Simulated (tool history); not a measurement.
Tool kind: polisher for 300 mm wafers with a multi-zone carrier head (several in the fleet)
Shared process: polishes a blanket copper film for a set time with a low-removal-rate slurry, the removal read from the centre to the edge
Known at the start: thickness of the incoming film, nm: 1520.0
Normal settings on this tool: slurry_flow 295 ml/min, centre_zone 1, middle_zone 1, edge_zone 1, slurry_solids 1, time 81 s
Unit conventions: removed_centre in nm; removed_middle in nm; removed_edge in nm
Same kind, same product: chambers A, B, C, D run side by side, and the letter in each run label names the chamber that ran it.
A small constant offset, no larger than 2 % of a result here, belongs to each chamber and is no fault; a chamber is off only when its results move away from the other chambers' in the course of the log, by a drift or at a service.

| run | hour | slurry_flow | centre_zone | middle_zone | edge_zone | slurry_solids | time | removed_centre | removed_middle | removed_edge |
|---|---|---|---|---|---|---|---|---|---|---|
|  | 1.7 | chamber B: worn pad replaced by a new one |
| 1C | 3.9 | 295 | 1 | 1 | 1 | 1 | 81 | 187.4 | 188.95 | 186.43 |
| 2A | 7.1 | 295 | 1 | 1 | 1 | 1 | 81 | 183.88 | 186.59 | 186.58 |
| 3D | 9.8 | 295 | 1 | 1 | 1 | 1 | 81 | 189.77 | 186.43 | 186.7 |
| 4B | 12.8 | 295 | 1 | 1 | 1 | 1 | 81 | 185.97 | 185.72 | 184.76 |
| 5C | 16.5 | 295 | 1 | 1 | 1 | 1 | 81 | 186.6 | 189.04 | 186.43 |
|  | 19.1 | chamber D: worn pad replaced by a new one |
| 6B | 20.8 | 295 | 1 | 1 | 1 | 1 | 81 | 186.78 | 186.24 | 185.69 |
| 7D | 26.6 | 295 | 1 | 1 | 1 | 1 | 81 | 189.18 | 186.91 | 186.38 |
| 8A | 30.7 | 295 | 1 | 1 | 1 | 1 | 81 | 188.45 | 186.13 | 183.05 |
| 9A | 33.2 | 295 | 1 | 1 | 1 | 1 | 81 | 186.98 | 185.35 | 185.52 |
| 10D | 36.3 | 295 | 1 | 1 | 1 | 1 | 81 | 187.81 | 186.36 | 182.95 |
|  | 38.5 | chamber A: slurry nozzle cleaned |
| 11C | 39.9 | 295 | 1 | 1 | 1 | 1 | 81 | 187.52 | 190.62 | 185.66 |
| 12B | 44.2 | 295 | 0.93 | 1 | 1 | 1 | 81 | 169.59 | 186.55 | 186.97 |
| 13A | 49.7 | 295 | 0.93 | 1 | 1 | 1 | 81 | 166.88 | 186.57 | 184.57 |
| 14D | 54.8 | 295 | 0.93 | 1 | 1 | 1 | 81 | 172.5 | 187.83 | 183.13 |
| 15B | 60.6 | 295 | 0.93 | 1 | 1 | 1 | 81 | 172.99 | 188.13 | 188.36 |
|  | 64.9 | chamber B: worn pad replaced by a new one |
| 16C | 65.5 | 295 | 1 | 1 | 1 | 1 | 81 | 184.82 | 189.46 | 187.95 |
| 17A | 70.1 | 295 | 1 | 1 | 1 | 1 | 81 | 178.79 | 177.01 | 179.76 |
| 18C | 74.9 | 295 | 1 | 1 | 1 | 1 | 81 | 186.13 | 190.72 | 184.43 |
|  | 77.7 | chamber C: worn pad replaced by a new one |
| 19D | 80.5 | 205 | 1 | 1 | 1 | 1 | 81 | 177.55 | 177.77 | 179.97 |
| 20B | 84.7 | 205 | 1 | 1 | 1 | 1 | 81 | 178.76 | 178.25 | 177.14 |
| 21B | 87.8 | 205 | 1 | 1 | 1 | 1 | 81 | 176.59 | 178.92 | 179.4 |
| 22D | 91 | 205 | 1 | 1 | 1 | 1 | 81 | 179.25 | 179.24 | 177.37 |
| 23C | 96.3 | 295 | 1 | 1 | 1 | 1 | 81 | 184.09 | 188.14 | 185.07 |
| 24A | 99.3 | 295 | 1 | 1 | 1 | 1 | 81 | 172.36 | 171.66 | 169.04 |
| 25C | 102.7 | 295 | 1 | 1 | 1 | 1 | 81 | 185.55 | 186.22 | 187.01 |

One chamber off, gauge drift, or nothing amiss beyond the chambers' own small offsets? If it is a chamber, which one, and what is the likeliest cause?

Chamber A drifts away from the others.
Likeliest cause: removal rate lost through wear of the pad, % = 9.55.

Chamber A could run next with any of the 4 candidate recipes listed below; each alters the usual settings, and their results appear as question marks. Which one brings its results back in line with what the other chambers deliver on the usual settings?
Maximum distance from the other chambers' mean on the usual settings for a result to count as in line: removed_centre 4.7 nm; removed_middle 5.1 nm; removed_edge 4.9 nm
| 26A-1 | 106.9 | 290 | 1 | 0.99 | 1 | 1 | 74 | ? | ? | ? |
| 26A-2 | 106.9 | 295 | 1 | 1.01 | 1 | 1 | 85 | ? | ? | ? |
| 26A-3 | 106.9 | 300 | 1 | 1.01 | 1 | 1 | 89 | ? | ? | ? |
| 26A-4 | 106.9 | 295 | 1 | 0.99 | 1 | 1 | 77 | ? | ? | ? |

The other chambers' mean on the usual settings: removed_centre 186.43 nm; removed_middle 187.06 nm; removed_edge 185.71 nm
| run | removed_centre | removed_middle | removed_edge |
|---|---|---|---|
| 26A-1 | 154.35 | 152.43 | 154.98 |
| 26A-2 | 177.65 | 178.64 | 178.19 |
| 26A-3 | 186.35 | 187.36 | 186.81 |
| 26A-4 | 160.91 | 158.88 | 161.47 |
Change 26A-3 lands the chamber within the allowed miss of the other chambers.

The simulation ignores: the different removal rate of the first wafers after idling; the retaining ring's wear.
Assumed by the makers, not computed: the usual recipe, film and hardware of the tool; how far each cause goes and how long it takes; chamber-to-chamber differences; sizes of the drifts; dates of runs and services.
